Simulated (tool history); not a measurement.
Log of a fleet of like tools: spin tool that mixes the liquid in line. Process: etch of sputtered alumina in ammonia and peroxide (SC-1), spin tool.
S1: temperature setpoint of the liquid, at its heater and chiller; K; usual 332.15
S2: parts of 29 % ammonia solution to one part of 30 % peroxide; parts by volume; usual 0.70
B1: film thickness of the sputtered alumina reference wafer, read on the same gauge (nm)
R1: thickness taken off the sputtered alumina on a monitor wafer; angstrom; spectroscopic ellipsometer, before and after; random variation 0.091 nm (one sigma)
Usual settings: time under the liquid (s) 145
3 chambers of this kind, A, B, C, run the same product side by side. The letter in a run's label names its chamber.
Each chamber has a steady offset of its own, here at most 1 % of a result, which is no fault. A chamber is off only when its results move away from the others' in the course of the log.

run 1B hour=6.2 | S1=332.15 S2=0.70 time_under_the_liquid_(s)=145 | B1=39.984 | R1=141.04
run 2A hour=18.6 | S1=332.15 S2=0.70 time_under_the_liquid_(s)=145 | B1=40.026 | R1=142.52
run 3C hour=27.3 | S1=332.15 S2=0.70 time_under_the_liquid_(s)=145 | B1=39.986 | R1=142.91
run 4A hour=32.9 | S1=332.15 S2=0.70 time_under_the_liquid_(s)=145 | B1=40.011 | R1=144.78
run 5B hour=41.4 | S1=339.65 S2=0.45 time_under_the_liquid_(s)=145 | B1=40.016 | R1=198.20
run 6C hour=47.9 | S1=339.65 S2=0.45 time_under_the_liquid_(s)=145 | B1=39.995 | R1=200.34
run 7C hour=59.8 | S1=339.65 S2=0.45 time_under_the_liquid_(s)=145 | B1=40.041 | R1=198.08
run 8B hour=66.9 | S1=332.15 S2=0.70 time_under_the_liquid_(s)=145 | B1=40.007 | R1=142.45
run 9A hour=78.4 | S1=332.15 S2=0.70 time_under_the_liquid_(s)=145 | B1=40.003 | R1=142.99
run 10B hour=87.7 | S1=332.15 S2=1.00 time_under_the_liquid_(s)=200 | B1=40.012 | R1=201.58
run 11C hour=93.2 | S1=332.15 S2=1.00 time_under_the_liquid_(s)=200 | B1=39.992 | R1=204.68
-- hour=100.3 chamber B: heated supply line repaired
run 12A hour=101.7 | S1=332.15 S2=1.00 time_under_the_liquid_(s)=200 | B1=40.041 | R1=204.78
run 13C hour=112.7 | S1=332.15 S2=0.70 time_under_the_liquid_(s)=145 | B1=39.974 | R1=143.40
run 14B hour=122.5 | S1=332.15 S2=0.70 time_under_the_liquid_(s)=145 | B1=40.014 | R1=140.52
run 15A hour=128.0 | S1=332.15 S2=0.70 time_under_the_liquid_(s)=145 | B1=39.941 | R1=142.83
run 16B hour=134.2 | S1=332.15 S2=0.70 time_under_the_liquid_(s)=145 | B1=39.975 | R1=141.88
run 17C hour=139.8 | S1=332.15 S2=0.70 time_under_the_liquid_(s)=145 | B1=40.007 | R1=143.77
run 18A hour=146.6 | S1=332.15 S2=0.70 time_under_the_liquid_(s)=145 | B1=40.025 | R1=143.49
-- hour=148.7 chamber B: thermometer replaced
run 19A hour=157.9 | S1=325.65 S2=0.95 time_under_the_liquid_(s)=145 | B1=40.042 | R1=105.09
run 20C hour=169.2 | S1=325.65 S2=0.95 time_under_the_liquid_(s)=145 | B1=40.021 | R1=105.14
run 21B hour=175.0 | S1=325.65 S2=0.95 time_under_the_liquid_(s)=145 | B1=39.986 | R1=101.79
run 22A hour=186.6 | S1=332.15 S2=0.70 time_under_the_liquid_(s)=145 | B1=39.995 | R1=143.98
run 23B hour=198.7 | S1=332.15 S2=1.00 time_under_the_liquid_(s)=185 | B1=39.936 | R1=184.66
run 24C hour=207.8 | S1=332.15 S2=1.00 time_under_the_liquid_(s)=185 | B1=39.984 | R1=188.97
-- hour=212.0 chamber C: thermometer replaced
run 25C hour=218.0 | S1=332.15 S2=1.00 time_under_the_liquid_(s)=185 | B1=40.062 | R1=189.66

Next, every chamber runs the same settings. What will each give?
run 26A hour=227.0 | S1=332.15 S2=0.70 time_under_the_liquid_(s)=145 | R1=?
run 26B hour=227.0 | S1=332.15 S2=0.70 time_under_the_liquid_(s)=145 | R1=?
run 26C hour=227.0 | S1=332.15 S2=0.70 time_under_the_liquid_(s)=145 | R1=?

run=26A R1=141.70
run=26B R1=140.72
run=26C R1=143.56
